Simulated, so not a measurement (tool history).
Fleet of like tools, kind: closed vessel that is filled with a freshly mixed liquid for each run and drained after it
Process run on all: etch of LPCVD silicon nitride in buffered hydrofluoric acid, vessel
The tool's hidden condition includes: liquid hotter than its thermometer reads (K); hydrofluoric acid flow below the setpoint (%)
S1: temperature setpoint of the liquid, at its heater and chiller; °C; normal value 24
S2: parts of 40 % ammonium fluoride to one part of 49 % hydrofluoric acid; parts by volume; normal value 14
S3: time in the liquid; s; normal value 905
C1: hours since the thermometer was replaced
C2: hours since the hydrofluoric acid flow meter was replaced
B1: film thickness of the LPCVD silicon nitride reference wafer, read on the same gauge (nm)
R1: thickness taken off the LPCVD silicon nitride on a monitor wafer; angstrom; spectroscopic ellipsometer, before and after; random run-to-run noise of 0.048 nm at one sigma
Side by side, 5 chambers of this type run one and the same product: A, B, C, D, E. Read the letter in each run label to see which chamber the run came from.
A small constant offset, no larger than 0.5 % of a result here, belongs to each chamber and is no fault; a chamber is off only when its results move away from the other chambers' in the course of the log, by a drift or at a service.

| run | hour | S1 | S2 | S3 | C1 | C2 | B1 | R1 |
|---|---|---|---|---|---|---|---|---|
| 1E | 4.2 | 24 | 14 | 905 | 890.1 | 1137.6 | 130.05 | 95.259 |
| 2A | 7.8 | 24 | 14 | 905 | 670.2 | 1116.3 | 130.02 | 96.27 |
| 3B | 12.9 | 24 | 14 | 905 | 533.5 | 54.9 | 129.97 | 96.415 |
| 4C | 17.9 | 24 | 14 | 905 | 29.1 | 362 | 130.06 | 96.34 |
| 5D | 21.8 | 24 | 12 | 1200 | 886.9 | 253.5 | 129.98 | 148.86 |
| 6B | 25.6 | 24 | 12 | 1200 | 546.2 | 67.6 | 130.02 | 150.31 |
| 7E | 28.3 | 24 | 12 | 1200 | 914.2 | 1161.7 | 129.96 | 147.37 |
| 8D | 33.3 | 24 | 12 | 1200 | 898.4 | 265 | 129.98 | 149.46 |
| 9C | 38 | 24 | 12 | 1200 | 49.2 | 382.1 | 130.03 | 147.84 |
| 10A | 41.8 | 24 | 14 | 905 | 704.2 | 1150.3 | 130.03 | 95.865 |
| 11A | 44.5 | 24 | 14 | 905 | 706.9 | 1153 | 130.04 | 96.9 |
| 12B | 49.6 | 24 | 14 | 905 | 570.2 | 91.6 | 130.02 | 96.687 |
| 13C | 52.7 | 24 | 14 | 905 | 63.9 | 396.8 | 129.97 | 96.281 |
| 14D | 57.4 | 24 | 14 | 905 | 922.5 | 289.1 | 130.01 | 96.092 |
| 15E | 60.6 | 24 | 14 | 905 | 946.5 | 1194 | 130.03 | 96.639 |
| 16C | 63.2 | 24 | 14 | 905 | 74.4 | 407.3 | 130.01 | 96.034 |
| 17B | 66.2 | 24 | 14 | 905 | 586.8 | 108.2 | 130 | 97.276 |
| 18E | 71.1 | 24 | 14 | 905 | 957 | 1204.5 | 130.03 | 96.285 |
| 19D | 74.5 | 24 | 11.5 | 905 | 939.6 | 306.2 | 130.01 | 116.69 |
| 20A | 77.8 | 24 | 11.5 | 905 | 740.2 | 1186.3 | 130.01 | 116.38 |
| 21B | 81.6 | 24 | 11.5 | 905 | 602.2 | 123.6 | 130.02 | 116.56 |
| 22D | 85.6 | 24 | 11.5 | 905 | 950.7 | 317.3 | 130 | 115.23 |
| 23C | 88.8 | 24 | 11.5 | 905 | 100 | 432.9 | 129.99 | 115.24 |
| 24E | 91.2 | 24 | 14 | 905 | 977.1 | 1224.6 | 130.02 | 96.611 |
| 25A | 93.7 | 24 | 14 | 905 | 756.1 | 1202.2 | 129.96 | 96.246 |
| 26D | 97 | 24 | 14 | 905 | 962.1 | 328.7 | 130.04 | 97.41 |
| 27C | 99.7 | 24 | 14 | 905 | 110.9 | 443.8 | 129.97 | 96.49 |
| 28A | 104.1 | 24 | 14 | 905 | 766.5 | 1212.6 | 129.95 | 97.459 |
| 29E | 109.1 | 24 | 14 | 905 | 995 | 1242.5 | 129.96 | 95.743 |
| 30B | 113.2 | 24 | 14 | 905 | 633.8 | 155.2 | 129.99 | 96.998 |

Is one chamber out of step, is the gauge drifting, or do the chambers differ by no more than their own small offsets? For an off chamber, give its letter and the likeliest cause.

All chambers stay in line apart from their small fixed offsets, and the gauge does not drift.

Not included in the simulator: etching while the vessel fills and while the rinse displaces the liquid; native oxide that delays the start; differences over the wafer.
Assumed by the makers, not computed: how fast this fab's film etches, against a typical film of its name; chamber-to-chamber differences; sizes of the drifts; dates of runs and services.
